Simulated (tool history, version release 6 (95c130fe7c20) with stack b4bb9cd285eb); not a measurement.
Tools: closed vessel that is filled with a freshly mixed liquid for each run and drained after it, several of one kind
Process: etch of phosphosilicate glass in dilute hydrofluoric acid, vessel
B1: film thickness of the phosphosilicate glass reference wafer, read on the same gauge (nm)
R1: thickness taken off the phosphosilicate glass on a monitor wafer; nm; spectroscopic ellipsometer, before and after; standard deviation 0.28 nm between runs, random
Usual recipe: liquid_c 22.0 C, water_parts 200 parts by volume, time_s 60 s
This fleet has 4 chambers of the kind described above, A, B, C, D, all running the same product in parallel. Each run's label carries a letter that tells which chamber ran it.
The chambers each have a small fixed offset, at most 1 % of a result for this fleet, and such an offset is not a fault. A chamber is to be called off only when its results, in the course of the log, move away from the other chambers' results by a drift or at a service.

Run 1D, hour 3.9: usual settings; B1 110.01. Result: R1 49.176 nm.
Run 2C, hour 10.0: usual settings; B1 110.01. Result: R1 50.357 nm.
Run 3B, hour 17.6: usual settings; B1 109.98. Result: R1 49.604 nm.
Run 4A, hour 22.9: usual settings; B1 109.98. Result: R1 49.891 nm.
Run 5A, hour 27.0: usual settings; B1 110.00. Result: R1 49.807 nm.
Run 6B, hour 32.1: usual settings; B1 110.00. Result: R1 50.000 nm.
Run 7C, hour 39.6: usual settings; B1 110.05. Result: R1 50.128 nm.
Run 8D, hour 46.2: usual settings; B1 109.99. Result: R1 49.012 nm.
Run 9A, hour 52.7: usual settings; B1 109.95. Result: R1 49.846 nm.
Run 10B, hour 58.0: usual settings; B1 110.04. Result: R1 49.180 nm.
Run 11D, hour 62.5: usual settings; B1 109.99. Result: R1 49.494 nm.
Run 12C, hour 69.4: usual settings but water_parts 110 parts by volume, time_s 75 s; B1 110.04. Result: R1 123.940 nm.
Run 13A, hour 77.2: usual settings but water_parts 110 parts by volume, time_s 75 s; B1 110.01. Result: R1 124.540 nm.
Run 14C, hour 82.3: usual settings but water_parts 110 parts by volume, time_s 75 s; B1 110.01. Result: R1 124.110 nm.
Run 15D, hour 87.7: usual settings but water_parts 110 parts by volume, time_s 75 s; B1 110.00. Result: R1 123.600 nm.
Run 16B, hour 94.0: usual settings; B1 109.96. Result: R1 49.418 nm.
Run 17A, hour 101.8: usual settings; B1 109.96. Result: R1 50.303 nm.
Run 18C, hour 106.3: usual settings; B1 109.99. Result: R1 49.732 nm.
Run 19B, hour 113.7: usual settings; B1 109.98. Result: R1 49.758 nm.
Run 20D, hour 120.0: usual settings; B1 109.98. Result: R1 49.045 nm.
Run 21B, hour 125.3: usual settings; B1 109.98. Result: R1 49.684 nm.
Run 22C, hour 132.5: usual settings; B1 109.99. Result: R1 49.469 nm.
Run 23D, hour 137.5: usual settings but liquid_c 23.5 C; B1 109.98. Result: R1 51.963 nm.
Run 24A, hour 142.7: usual settings but liquid_c 23.5 C; B1 110.00. Result: R1 54.843 nm.
Run 25B, hour 150.2: usual settings but liquid_c 23.5 C; B1 109.97. Result: R1 52.418 nm.
Run 26A, hour 157.8: usual settings but liquid_c 23.5 C; B1 109.99. Result: R1 54.634 nm.
At hour 161.0: chamber D: hydrofluoric acid flow meter replaced.
Run 27C, hour 163.2: usual settings; B1 110.01. Result: R1 49.654 nm.
Run 28D, hour 168.8: usual settings but water_parts 130 parts by volume, time_s 90 s; B1 109.99. Result: R1 122.510 nm.
Run 29A, hour 172.4: usual settings but water_parts 130 parts by volume, time_s 90 s; B1 109.99. Result: R1 129.140 nm.
Run 30D, hour 179.2: usual settings but water_parts 130 parts by volume, time_s 90 s; B1 110.02. Result: R1 123.460 nm.
Run 31B, hour 185.4: usual settings but water_parts 130 parts by volume, time_s 90 s; B1 109.96. Result: R1 122.470 nm.
Run 32C, hour 191.8: usual settings; B1 109.98. Result: R1 49.766 nm.
At hour 192.4: chamber A: hydrofluoric acid flow meter replaced.
Run 33A, hour 197.6: usual settings; B1 110.00. Result: R1 52.687 nm.
Run 34B, hour 203.7: usual settings; B1 110.03. Result: R1 49.331 nm.
Run 35C, hour 209.7: usual settings; B1 110.04. Result: R1 49.056 nm.
Run 36D, hour 215.3: usual settings; B1 109.95. Result: R1 49.274 nm.
At hour 216.4: chamber B: thermometer replaced.
Run 37C, hour 221.6: usual settings but time_s 80 s; B1 110.02. Result: R1 65.856 nm.
Run 38B, hour 225.0: usual settings but time_s 80 s; B1 109.99. Result: R1 66.363 nm.
Run 39A, hour 230.8: usual settings but time_s 80 s; B1 110.01. Result: R1 71.806 nm.
Run 40D, hour 234.7: usual settings but time_s 80 s; B1 110.02. Result: R1 65.672 nm.
Run 41A, hour 241.9: usual settings but liquid_c 24.5 C; B1 109.94. Result: R1 58.792 nm.
Run 42B, hour 246.1: usual settings but liquid_c 24.5 C; B1 109.99. Result: R1 54.261 nm.

Is one chamber off against the others, does the gauge drift, or is nothing wrong? If a chamber is off, say which, and what the likeliest cause is.

Chamber A drifts away from the others.
Most likely cause: liquid hotter than its thermometer reads (K) = 2.04.

Below are 4 candidate recipes for chamber A's next run, each the usual settings with a change, their results shown as question marks. Which of them brings A's results back in line with what the other chambers give on the usual settings?
In line here means within this much of the mean the other chambers give on the usual settings: R1 0.990 nm
Run 43A-1, hour 251.8: usual settings but liquid_c 23.0 C. Result: R1 ?.
Run 43A-2, hour 251.8: usual settings but time_s 55 s. Result: R1 ?.
Run 43A-3, hour 251.8: usual settings but liquid_c 21.0 C. Result: R1 ?.
Run 43A-4, hour 251.8: usual settings but time_s 65 s. Result: R1 ?.

Average result of the remaining chambers running the usual settings: R1 49.531 nm
  run      R1
43A-1  55.767
43A-2  49.294
43A-3  51.834
43A-4  58.257
Change 43A-2 lands the chamber within the allowed miss of the other chambers.

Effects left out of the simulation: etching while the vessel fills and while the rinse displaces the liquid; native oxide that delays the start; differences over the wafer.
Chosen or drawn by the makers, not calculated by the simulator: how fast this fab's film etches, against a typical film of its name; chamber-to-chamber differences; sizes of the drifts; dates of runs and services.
